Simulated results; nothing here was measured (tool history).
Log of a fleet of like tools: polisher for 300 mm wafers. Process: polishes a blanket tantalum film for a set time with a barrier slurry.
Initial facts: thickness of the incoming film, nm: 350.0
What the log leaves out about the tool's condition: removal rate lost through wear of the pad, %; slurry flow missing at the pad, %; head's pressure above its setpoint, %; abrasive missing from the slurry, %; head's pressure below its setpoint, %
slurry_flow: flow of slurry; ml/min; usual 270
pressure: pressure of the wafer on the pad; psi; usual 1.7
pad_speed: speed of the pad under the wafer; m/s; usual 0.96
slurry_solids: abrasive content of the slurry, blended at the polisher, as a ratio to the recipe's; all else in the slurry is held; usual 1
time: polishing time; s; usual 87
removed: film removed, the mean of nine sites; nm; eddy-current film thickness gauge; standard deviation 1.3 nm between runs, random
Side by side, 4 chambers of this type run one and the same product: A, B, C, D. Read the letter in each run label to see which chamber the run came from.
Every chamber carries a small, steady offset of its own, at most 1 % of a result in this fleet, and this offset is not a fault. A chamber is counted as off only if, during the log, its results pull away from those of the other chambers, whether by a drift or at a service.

run   hour  slurry_flow  pressure  pad_speed  slurry_solids  time  wafers polished on this pad  hours since the slurry nozzle was cleaned  hours since the head pressure was calibrated  hours since the slurry blender was calibrated  removed
       5.3  -- chamber A: worn pad replaced by a new one
 1C    8.8          270       1.7       0.96              1    87                          658                                      300.5                                         432.5                                          166.8   126.93
 2A   14.9          270       1.7       0.96              1    87                           65                                      223.4                                         324.9                                            298   129.22
      19.5  -- chamber B: worn pad replaced by a new one
 3B   23.5          270       1.7       0.96              1    87                           27                                       98.1                                         446.1                                            118   130.38
 4D   28.7          270       1.7       0.96              1    87                         1061                                      277.7                                         189.7                                           32.2    130.2
 5A     35          300       2.3       0.96              1    87                          202                                      243.5                                           345                                          318.1   177.63
      37.8  -- chamber D: slurry nozzle cleaned
      41.8  -- chamber A: slurry nozzle cleaned
 6C   42.6          300       2.3       0.96              1    87                          888                                      334.3                                         466.3                                          200.6   176.43
      47.7  -- chamber C: worn pad replaced by a new one
 7B   51.4          300       2.3       0.96              1    87                          217                                        126                                           474                                          145.9   171.19
 8D   58.5          300       2.3       0.96              1    87                         1264                                       20.7                                         219.5                                             62   179.59
 9B   67.4          270       1.7       0.96              1    87                          326                                        142                                           490                                          161.9   126.35
10C   73.6          270       1.7       0.96              1    87                          176                                      365.3                                         497.3                                          231.6   128.33
11A   81.8          270       1.7       0.96              1    69                          520                                         40                                         391.8                                          364.9   101.83
      86.1  -- chamber D: worn pad replaced by a new one
12D   89.4          270       1.7       0.96              1    69                           22                                       51.6                                         250.4                                           92.9   102.85
13B   96.8          270       1.7       0.96              1    69                          526                                      171.4                                         519.4                                          191.3    96.21
      99.9  -- chamber A: slurry blender recalibrated
14A  101.8          270       1.7       0.96              1    69                          656                                         60                                         411.8                                            1.9    102.4
     105.6  -- chamber C: slurry blender recalibrated
15D  106.6          270       1.7       0.96              1    87                          139                                       68.8                                         267.6                                          110.1   129.92
16C  113.5          270       1.7       0.96              1    87                          448                                      405.2                                         537.2                                            7.9   130.74
17B  120.1          270       1.7       0.96              1    87                          684                                      194.7                                         542.7                                          214.6   121.39
18D  128.6          270       1.7       0.96              1    87                          289                                       90.8                                         289.6                                          132.1   129.66
       133  -- chamber A: worn pad replaced by a new one
19A  134.3          270       1.7       0.96              1    87                            9                                       92.5                                         444.3                                           34.4   129.48
20C  141.6          270       1.7       0.96              1    87                          639                                      433.3                                         565.3                                             36   128.89
21B  147.1          270       1.7       0.96              1    87                          868                                      221.7                                         569.7                                          241.6   119.31
     149.7  -- chamber D: slurry blender recalibrated
22D  154.7          270       1.7       0.96              1    87                          466                                      116.9                                         315.7                                            5.1   130.03
23C  162.3          270       1.7       0.96              1    87                          779                                        454                                           586                                           56.7   129.32
24A  170.8          270       1.7       0.96              1    87                          257                                        129                                         480.8                                           70.9   130.21
     172.4  -- chamber C: worn pad replaced by a new one
25A  176.6          270       1.7       0.96              1    87                          296                                      134.8                                         486.6                                           76.7   128.46
     181.7  -- chamber B: slurry nozzle cleaned
26D    186          270       1.7       0.96           0.75   114                          679                                      148.2                                           347                                           36.4   157.86
     188.5  -- chamber B: worn pad replaced by a new one
27C  191.6          270       1.7       0.96           0.75   114                          131                                      483.3                                         615.3                                             86   155.53
28B  197.8          270       1.7       0.96           0.75   114                           63                                       16.2                                         620.4                                          292.3   139.48

What goes on in this fleet: one chamber off, a drifting gauge, or nothing beyond the chambers' own small offsets? Name the chamber and the cause, if any.

Chamber B drifts away from the others.
Likeliest cause: head's pressure below its setpoint, % = 10.1.
With only this log, it may be confused with: abrasive missing from the slurry, %.

Which of the 4 candidates below, each the usual settings with something changed and its results left as question marks, puts chamber B back in line with what the other chambers give on the usual settings?
Counts as in line when no further than this from what the other chambers average on the usual settings: removed 4.5 nm
29B-1  204.6          270       1.6        0.9              1    81                                                                                                                                                                             ?
29B-2  204.6          270       1.8       1.02              1    87                                                                                                                                                                             ?
29B-3  204.6          270       1.8       1.04              1    93                                                                                                                                                                             ?
29B-4  204.6          270       1.6       0.92              1    87                                                                                                                                                                             ?

The mean the other chambers reach with the usual settings: removed 129.3 nm
  run  removed
29B-1    95.69
29B-2   130.86
29B-3   142.64
29B-4   105.07
The answer is 29B-2, which returns the chamber to within the allowed miss of the others.
